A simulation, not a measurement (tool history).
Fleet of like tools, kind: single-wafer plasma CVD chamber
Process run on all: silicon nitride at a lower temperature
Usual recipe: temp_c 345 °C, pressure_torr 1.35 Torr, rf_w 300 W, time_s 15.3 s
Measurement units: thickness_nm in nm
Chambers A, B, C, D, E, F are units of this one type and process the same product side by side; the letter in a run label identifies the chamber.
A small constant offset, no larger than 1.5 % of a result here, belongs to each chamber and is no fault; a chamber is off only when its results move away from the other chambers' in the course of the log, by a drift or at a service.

run   hour  temp_c  pressure_torr  rf_w  time_s  hours since the last thermocouple change  hours since the last RF generator calibration  hours since the last manometer calibration  read-back reference wafer on the same gauge, thickness_nm  thickness_nm
 1B    4.8     345           1.35   300    15.3                                    1292.9                                         1131.5                                       517.6                                                     17.804        16.992
 2E    9.2     345           1.35   300    15.3                                     567.5                                          534.6                                        1357                                                     17.794        17.124
 3D   16.2     345           1.35   300    15.3                                    1995.2                                         1290.8                                       186.5                                                     17.798        17.092
 4A   22.1     345           1.35   300    15.3                                     240.4                                         1624.4                                       941.1                                                     17.802        17.229
 5F   26.3     345           1.35   300    15.3                                    1278.6                                          701.5                                        71.4                                                     17.804        17.215
 6C   32.3     345           1.35   300    15.3                                    1399.4                                          613.2                                      1376.2                                                     17.792        17.107
 7A   40.5     345           1.18   300    18.2                                     258.8                                         1642.8                                       959.5                                                     17.804        19.691
 8D   45.4     345           1.18   300    18.2                                    2024.4                                           1320                                       215.7                                                     17.803        19.613
 9C   52.9     345           1.18   300    18.2                                      1420                                          633.8                                      1396.8                                                     17.788        19.612
10B   61.4     345           1.18   300    18.2                                    1349.5                                         1188.1                                       574.2                                                     17.791        19.385
11E   69.5     345           1.18   300    18.2                                     627.8                                          594.9                                      1417.3                                                      17.79        19.469
12F   76.3     345           1.18   300    18.2                                    1328.6                                          751.5                                       121.4                                                     17.801         19.73
13F   84.3     345           1.35   300    15.3                                    1336.6                                          759.5                                       129.4                                                     17.793        17.252
14B   90.7     345           1.35   300    15.3                                    1378.8                                         1217.4                                       603.5                                                     17.798        16.981
15C   96.6     345           1.35   300    15.3                                    1463.7                                          677.5                                      1440.5                                                     17.797        17.248
16D  101.6     345           1.53   340    15.3                                    2080.6                                         1376.2                                       271.9                                                     17.794        19.309
17E  107.9     345           1.53   340    15.3                                     666.2                                          633.3                                      1455.7                                                     17.792         19.17
18A  113.8     345           1.53   340    15.3                                     332.1                                         1716.1                                      1032.8                                                     17.799        19.365
19A  120.9     345           1.53   340    15.3                                     339.2                                         1723.2                                      1039.9                                                     17.793        19.332
20F  128.1     345           1.53   340    15.3                                    1380.4                                          803.3                                       173.2                                                     17.802        19.374
21B  134.5     345           1.53   340    15.3                                    1422.6                                         1261.2                                       647.3                                                     17.797        19.121
22D  142.3     358           1.35   325    15.3                                    2121.3                                         1416.9                                       312.6                                                     17.795        17.944
23C  147.9     358           1.35   325    15.3                                      1515                                          728.8                                      1491.8                                                     17.802        17.959
24E  152.5     358           1.35   325    15.3                                     710.8                                          677.9                                      1500.3                                                     17.792        17.889
25A  159.6     358           1.35   325    15.3                                     377.9                                         1761.9                                      1078.6                                                     17.799        18.169
26C  165.8     358           1.35   325    15.3                                    1532.9                                          746.7                                      1509.7                                                     17.814        18.023
27E  172.4     358           1.35   325    15.3                                     730.7                                          697.8                                      1520.2                                                     17.799        17.955
28D  176.7     345           1.35   300    15.3                                    2155.7                                         1451.3                                         347                                                     17.799         17.15
29F  181.6     345           1.35   300    15.3                                    1433.9                                          856.8                                       226.7                                                     17.797         17.18
30B  187.6     345           1.35   300    15.3                                    1475.7                                         1314.3                                       700.4                                                     17.807        16.956
31F  191.3     345           1.35   300    15.3                                    1443.6                                          866.5                                       236.4                                                     17.795        17.201
32C  198.4     345           1.35   300    15.3                                    1565.5                                          779.3                                      1542.3                                                       17.8        17.173
33B  206.4     345           1.35   300    15.3                                    1494.5                                         1333.1                                       719.2                                                     17.802        16.946
34E  213.3     345           1.35   300    15.3                                     771.6                                          738.7                                      1561.1                                                     17.808         17.05
35D  217.3     334           1.35   300    15.3                                    2196.3                                         1491.9                                       387.6                                                     17.796        17.178
36A  222.5     334           1.35   300    15.3                                     440.8                                         1824.8                                      1141.5                                                     17.806        17.323
37E  229.4     334           1.35   300    15.3                                     787.7                                          754.8                                      1577.2                                                     17.803        17.201
38C  236.5     334           1.35   300    15.3                                    1603.6                                          817.4                                      1580.4                                                     17.801        17.249
39B    245     334           1.35   300    15.3                                    1533.1                                         1371.7                                       757.8                                                     17.804         17.08

Is one chamber out of step, is the gauge drifting, or do the chambers differ by no more than their own small offsets? For an off chamber, give its letter and the likeliest cause.

The fleet is healthy, with each chamber sitting at its usual small offset and no drift in the gauge.

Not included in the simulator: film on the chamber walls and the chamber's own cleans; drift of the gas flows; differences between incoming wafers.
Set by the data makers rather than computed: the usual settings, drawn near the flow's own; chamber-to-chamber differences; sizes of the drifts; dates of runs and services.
